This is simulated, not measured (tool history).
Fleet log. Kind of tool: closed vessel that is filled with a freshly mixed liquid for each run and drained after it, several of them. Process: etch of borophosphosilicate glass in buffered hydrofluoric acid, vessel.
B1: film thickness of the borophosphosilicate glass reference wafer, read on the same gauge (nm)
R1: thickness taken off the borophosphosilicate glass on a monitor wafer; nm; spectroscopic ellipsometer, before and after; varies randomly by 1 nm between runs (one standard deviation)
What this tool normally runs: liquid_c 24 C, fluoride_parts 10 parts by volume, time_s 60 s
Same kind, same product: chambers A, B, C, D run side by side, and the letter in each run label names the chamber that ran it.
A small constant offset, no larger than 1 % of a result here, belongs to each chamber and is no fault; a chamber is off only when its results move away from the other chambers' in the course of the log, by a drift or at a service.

Run 1B, hour 11.4: usual settings; B1 149.96. Result: R1 107.64 nm.
Run 2C, hour 25.2: usual settings; B1 149.97. Result: R1 107.26 nm.
Run 3A, hour 39: usual settings; B1 150.02. Result: R1 105.15 nm.
Run 4D, hour 45.8: usual settings; B1 150.01. Result: R1 108.04 nm.
Run 5C, hour 52.6: usual settings; B1 149.98. Result: R1 106.97 nm.
Run 6A, hour 62.8: usual settings; B1 149.98. Result: R1 106.99 nm.
Run 7B, hour 75.7: usual settings; B1 149.98. Result: R1 107.5 nm.
Run 8D, hour 89: usual settings; B1 150. Result: R1 108.06 nm.
Run 9C, hour 100.6: usual settings; B1 150.03. Result: R1 107.74 nm.
At hour 106.6: chamber D: hydrofluoric acid flow meter replaced.
Run 10A, hour 109.3: usual settings but liquid_c 21 C, time_s 75 s; B1 150.02. Result: R1 110.39 nm.
At hour 114: chamber D: thermometer replaced.
Run 11D, hour 123.3: usual settings but liquid_c 21 C, time_s 75 s; B1 149.98. Result: R1 115.68 nm.
Run 12B, hour 131.8: usual settings but liquid_c 21 C, time_s 75 s; B1 149.95. Result: R1 113.23 nm.
Run 13D, hour 141.4: usual settings but liquid_c 21 C, time_s 75 s; B1 149.99. Result: R1 115.47 nm.
Run 14C, hour 155.3: usual settings; B1 149.95. Result: R1 105.6 nm.
Run 15B, hour 167: usual settings; B1 150.01. Result: R1 106.81 nm.
Run 16A, hour 174: usual settings; B1 149.99. Result: R1 104.41 nm.
Run 17D, hour 180.9: usual settings; B1 150.04. Result: R1 108.43 nm.
Run 18A, hour 192.1: usual settings; B1 150.05. Result: R1 102.3 nm.
Run 19B, hour 202.1: usual settings but time_s 75 s; B1 149.99. Result: R1 134.04 nm.
Run 20C, hour 214.4: usual settings but time_s 75 s; B1 149.94. Result: R1 134.12 nm.
Run 21B, hour 228.3: usual settings but time_s 75 s; B1 150.01. Result: R1 134.08 nm.
Run 22A, hour 239.6: usual settings but time_s 75 s; B1 149.99. Result: R1 127.71 nm.
Run 23D, hour 246.8: usual settings; B1 150. Result: R1 107.99 nm.
Run 24C, hour 259.5: usual settings; B1 149.98. Result: R1 105.83 nm.
Run 25B, hour 266.9: usual settings; B1 150.03. Result: R1 107.95 nm.
Run 26D, hour 280.3: usual settings; B1 150.03. Result: R1 106.91 nm.
Run 27C, hour 291.6: usual settings; B1 149.98. Result: R1 107 nm.
Run 28A, hour 305.3: usual settings; B1 150.04. Result: R1 98.157 nm.
Run 29B, hour 312.4: usual settings; B1 150.01. Result: R1 107.39 nm.
Run 30C, hour 319.2: usual settings but liquid_c 20.5 C, fluoride_parts 7.5 parts by volume; B1 150. Result: R1 116.79 nm.
Run 31A, hour 329.8: usual settings but liquid_c 20.5 C, fluoride_parts 7.5 parts by volume; B1 149.96. Result: R1 105.17 nm.
Run 32D, hour 337.3: usual settings but liquid_c 20.5 C, fluoride_parts 7.5 parts by volume; B1 149.98. Result: R1 115.05 nm.
Run 33D, hour 345: usual settings but liquid_c 20.5 C, fluoride_parts 7.5 parts by volume; B1 150.01. Result: R1 114.47 nm.
Run 34A, hour 356.7: usual settings; B1 149.98. Result: R1 96.749 nm.
Run 35B, hour 363: usual settings; B1 150.07. Result: R1 107.86 nm.
Run 36C, hour 372: usual settings; B1 149.98. Result: R1 105.87 nm.
Run 37C, hour 384.7: usual settings; B1 150.03. Result: R1 106.79 nm.

Each of the 4 chambers runs these same settings next. Fill in every chamber's results:
Run 38A, hour 394.9: usual settings. Result: R1 ?.
Run 38B, hour 394.9: usual settings. Result: R1 ?.
Run 38C, hour 394.9: usual settings. Result: R1 ?.
Run 38D, hour 394.9: usual settings. Result: R1 ?.

run      R1
38A  96.008
38B  107.27
38C  105.08
38D  107.03
